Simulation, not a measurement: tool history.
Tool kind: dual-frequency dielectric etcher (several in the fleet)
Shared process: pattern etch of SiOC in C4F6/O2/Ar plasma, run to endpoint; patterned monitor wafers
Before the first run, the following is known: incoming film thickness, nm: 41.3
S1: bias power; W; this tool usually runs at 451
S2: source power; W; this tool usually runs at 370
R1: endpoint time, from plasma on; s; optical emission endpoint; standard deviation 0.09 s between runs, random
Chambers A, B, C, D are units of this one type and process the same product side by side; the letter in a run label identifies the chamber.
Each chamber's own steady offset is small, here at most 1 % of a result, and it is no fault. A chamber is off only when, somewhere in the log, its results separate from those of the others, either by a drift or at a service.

{"run": "1A", "hour": 5.1, "S1": 451, "S2": 370, "R1": 14.956}
{"run": "2C", "hour": 10.3, "S1": 451, "S2": 370, "R1": 14.72}
{"run": "3B", "hour": 15.2, "S1": 451, "S2": 370, "R1": 14.843}
{"run": "4D", "hour": 22.1, "S1": 451, "S2": 370, "R1": 14.977}
{"run": "5D", "hour": 31.5, "S1": 451, "S2": 370, "R1": 15.077}
{"run": "6C", "hour": 41.5, "S1": 451, "S2": 310, "R1": 15.733}
{"hour": 43.0, "done": "chamber B: wet clean of the chamber"}
{"run": "7B", "hour": 50.4, "S1": 451, "S2": 310, "R1": 16.194}
{"run": "8A", "hour": 58.2, "S1": 451, "S2": 310, "R1": 15.881}
{"run": "9A", "hour": 67.2, "S1": 451, "S2": 310, "R1": 15.902}
{"hour": 71.8, "done": "chamber D: wet clean of the chamber"}
{"run": "10C", "hour": 77.0, "S1": 451, "S2": 370, "R1": 14.802}
{"run": "11B", "hour": 81.7, "S1": 451, "S2": 370, "R1": 15.048}
{"run": "12D", "hour": 90.9, "S1": 451, "S2": 370, "R1": 14.723}
{"run": "13C", "hour": 96.2, "S1": 451, "S2": 370, "R1": 14.763}
{"run": "14B", "hour": 102.5, "S1": 451, "S2": 370, "R1": 15.019}
{"run": "15D", "hour": 111.0, "S1": 451, "S2": 370, "R1": 14.805}
{"run": "16A", "hour": 116.3, "S1": 401, "S2": 400, "R1": 15.081}
{"run": "17D", "hour": 125.5, "S1": 401, "S2": 400, "R1": 14.971}
{"run": "18A", "hour": 131.1, "S1": 401, "S2": 400, "R1": 15.139}
{"run": "19C", "hour": 136.7, "S1": 401, "S2": 400, "R1": 15.026}
{"run": "20B", "hour": 143.9, "S1": 451, "S2": 370, "R1": 15.082}
{"run": "21C", "hour": 150.1, "S1": 451, "S2": 370, "R1": 14.723}
{"run": "22D", "hour": 155.3, "S1": 451, "S2": 370, "R1": 14.955}
{"run": "23B", "hour": 161.7, "S1": 451, "S2": 370, "R1": 14.924}
{"run": "24A", "hour": 170.4, "S1": 451, "S2": 450, "R1": 13.709}
{"run": "25B", "hour": 176.9, "S1": 451, "S2": 450, "R1": 13.944}
{"run": "26D", "hour": 187.6, "S1": 451, "S2": 450, "R1": 13.706}
{"run": "27C", "hour": 196.1, "S1": 451, "S2": 450, "R1": 13.806}
{"run": "28A", "hour": 201.8, "S1": 451, "S2": 370, "R1": 14.643}
{"run": "29C", "hour": 210.5, "S1": 451, "S2": 340, "R1": 15.255}
{"run": "30D", "hour": 216.4, "S1": 451, "S2": 340, "R1": 15.117}
{"run": "31B", "hour": 225.9, "S1": 451, "S2": 340, "R1": 15.589}
{"run": "32A", "hour": 232.7, "S1": 451, "S2": 340, "R1": 14.96}
{"run": "33D", "hour": 238.7, "S1": 451, "S2": 370, "R1": 14.882}
{"hour": 244.1, "done": "chamber A: bias power generator calibrated"}
{"hour": 244.2, "done": "chamber C: wet clean of the chamber"}
{"run": "34B", "hour": 248.6, "S1": 451, "S2": 370, "R1": 14.954}
{"run": "35A", "hour": 258.0, "S1": 451, "S2": 370, "R1": 14.585}
{"run": "36C", "hour": 264.4, "S1": 451, "S2": 370, "R1": 15.017}
{"run": "37B", "hour": 272.9, "S1": 451, "S2": 370, "R1": 15.031}
{"run": "38D", "hour": 283.2, "S1": 451, "S2": 370, "R1": 14.767}
{"run": "39C", "hour": 293.1, "S1": 523, "S2": 320, "R1": 14.763}

Each of the 4 chambers runs these same settings next. Fill in every chamber's results:
{"run": "40A", "hour": 300.8, "S1": 547, "S2": 370, "R1": "?"}
{"run": "40B", "hour": 300.8, "S1": 547, "S2": 370, "R1": "?"}
{"run": "40C", "hour": 300.8, "S1": 547, "S2": 370, "R1": "?"}
{"run": "40D", "hour": 300.8, "S1": 547, "S2": 370, "R1": "?"}

run=40A R1=13.382
run=40B R1=14.127
run=40C R1=13.791
run=40D R1=13.858
